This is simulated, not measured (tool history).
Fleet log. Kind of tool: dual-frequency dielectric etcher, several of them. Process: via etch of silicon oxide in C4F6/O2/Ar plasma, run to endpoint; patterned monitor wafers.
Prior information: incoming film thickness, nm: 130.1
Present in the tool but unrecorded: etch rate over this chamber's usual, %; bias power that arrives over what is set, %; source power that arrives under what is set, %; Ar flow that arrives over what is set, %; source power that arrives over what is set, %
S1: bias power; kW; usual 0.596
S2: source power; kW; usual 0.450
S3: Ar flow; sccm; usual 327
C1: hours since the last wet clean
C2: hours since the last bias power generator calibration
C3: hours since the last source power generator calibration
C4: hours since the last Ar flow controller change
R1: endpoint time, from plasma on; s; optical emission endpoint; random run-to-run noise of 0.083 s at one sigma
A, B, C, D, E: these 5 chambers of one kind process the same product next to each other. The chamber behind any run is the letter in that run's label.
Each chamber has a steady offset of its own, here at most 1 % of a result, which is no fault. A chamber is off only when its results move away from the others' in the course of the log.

run   hour     S1     S2   S3     C1      C2      C3      C4      R1
 1B    6.9  0.596  0.450  327   79.5  1323.0   204.5   547.5  25.954
 2C   11.1  0.596  0.450  327  179.4  3423.0  3271.3  3629.9  26.169
 3E   15.9  0.596  0.450  327  306.4  1583.8  1939.6  3941.8  25.690
 4D   24.5  0.596  0.450  327  121.3  3140.0   638.0   486.7  25.732
 5A   29.6  0.649  0.450  401  284.6  2733.9  1010.4   785.6  25.879
 6B   35.4  0.649  0.450  401  108.0  1351.5   233.0   576.0  25.671
 7D   42.5  0.649  0.450  401  139.3  3158.0   656.0   504.7  25.405
 8A   50.5  0.649  0.450  401  305.5  2754.8  1031.3   806.5  25.762
 9E   54.7  0.649  0.450  401  345.2  1622.6  1978.4  3980.6  25.428
10C   59.6  0.551  0.450  327  227.9  3471.5  3319.8  3678.4  26.869
11E   65.2  0.551  0.450  327  355.7  1633.1  1988.9  3991.1  26.511
12B   73.0  0.551  0.450  327  145.6  1389.1   270.6   613.6  26.642
13A   78.9  0.551  0.450  327  333.9  2783.2  1059.7   834.9  26.851
14D   87.1  0.551  0.450  327  183.9  3202.6   700.6   549.3  26.553
15C   90.9  0.596  0.450  327  259.2  3502.8  3351.1  3709.7  26.099
16E   94.9  0.596  0.450  327  385.4  1662.8  2018.6  4020.8  25.714
17C  100.3  0.596  0.530  327  268.6  3512.2  3360.5  3719.1  24.575
18D  106.9  0.596  0.530  327  203.7  3222.4   720.4   569.1  24.151
19A  114.9  0.596  0.530  327  369.9  2819.2  1095.7   870.9  24.518
20B  120.5  0.596  0.530  327  193.1  1436.6   318.1   661.1  24.371
     122.5  -- chamber E: wet clean of the chamber
21E  128.3  0.596  0.530  327    5.8  1696.2  2052.0  4054.2  24.276
22A  134.3  0.596  0.450  327  389.3  2838.6  1115.1   890.3  25.942
23C  139.3  0.596  0.450  327  307.6  3551.2  3399.5  3758.1  26.113
24B  144.3  0.596  0.450  327  216.9  1460.4   341.9   684.9  25.826
25D  152.2  0.596  0.450  327  249.0  3267.7   765.7   614.4  25.913
26C  156.9  0.596  0.450  327  325.2  3568.8  3417.1  3775.7  25.925
27E  164.2  0.596  0.530  327   41.7  1732.1  2087.9  4090.1  24.213
28D  171.3  0.596  0.530  327  268.1  3286.8   784.8   633.5  24.216
29A  176.8  0.596  0.530  327  431.8  2881.1  1157.6   932.8  24.599
30B  185.2  0.596  0.530  327  257.8  1501.3   382.8   725.8  24.381
31E  191.7  0.596  0.530  327   69.2  1759.6  2115.4  4117.6  24.227
32D  199.1  0.596  0.450  327  295.9  3314.6   812.6   661.3  25.676
33A  207.0  0.596  0.450  327  462.0  2911.3  1187.8   963.0  25.994
34B  212.7  0.530  0.450  247  285.3  1528.8   410.3   753.3  26.309
35C  216.8  0.530  0.450  247  385.1  3628.7  3477.0  3835.6  26.362
36C  222.0  0.530  0.450  247  390.3  3633.9  3482.2  3840.8  26.337
37B  227.3  0.530  0.450  247  299.9  1543.4   424.9   767.9  26.059
38A  233.1  0.530  0.450  247  488.1  2937.4  1213.9   989.1  26.407
39D  238.3  0.596  0.450  327  335.1  3353.8   851.8   700.5  25.767
     244.6  -- chamber E: bias power generator calibrated
40E  244.7  0.596  0.450  327  122.2     0.2  2168.4  4170.6  25.744

Has any chamber moved away from the others, gradually or after a service, or does the common gauge drift, or do the chambers differ only by their own small steady offsets? State the chamber and the most likely cause if one applies.

Neither any chamber nor the gauge drifts; the chambers differ only by their own small, steady offsets.
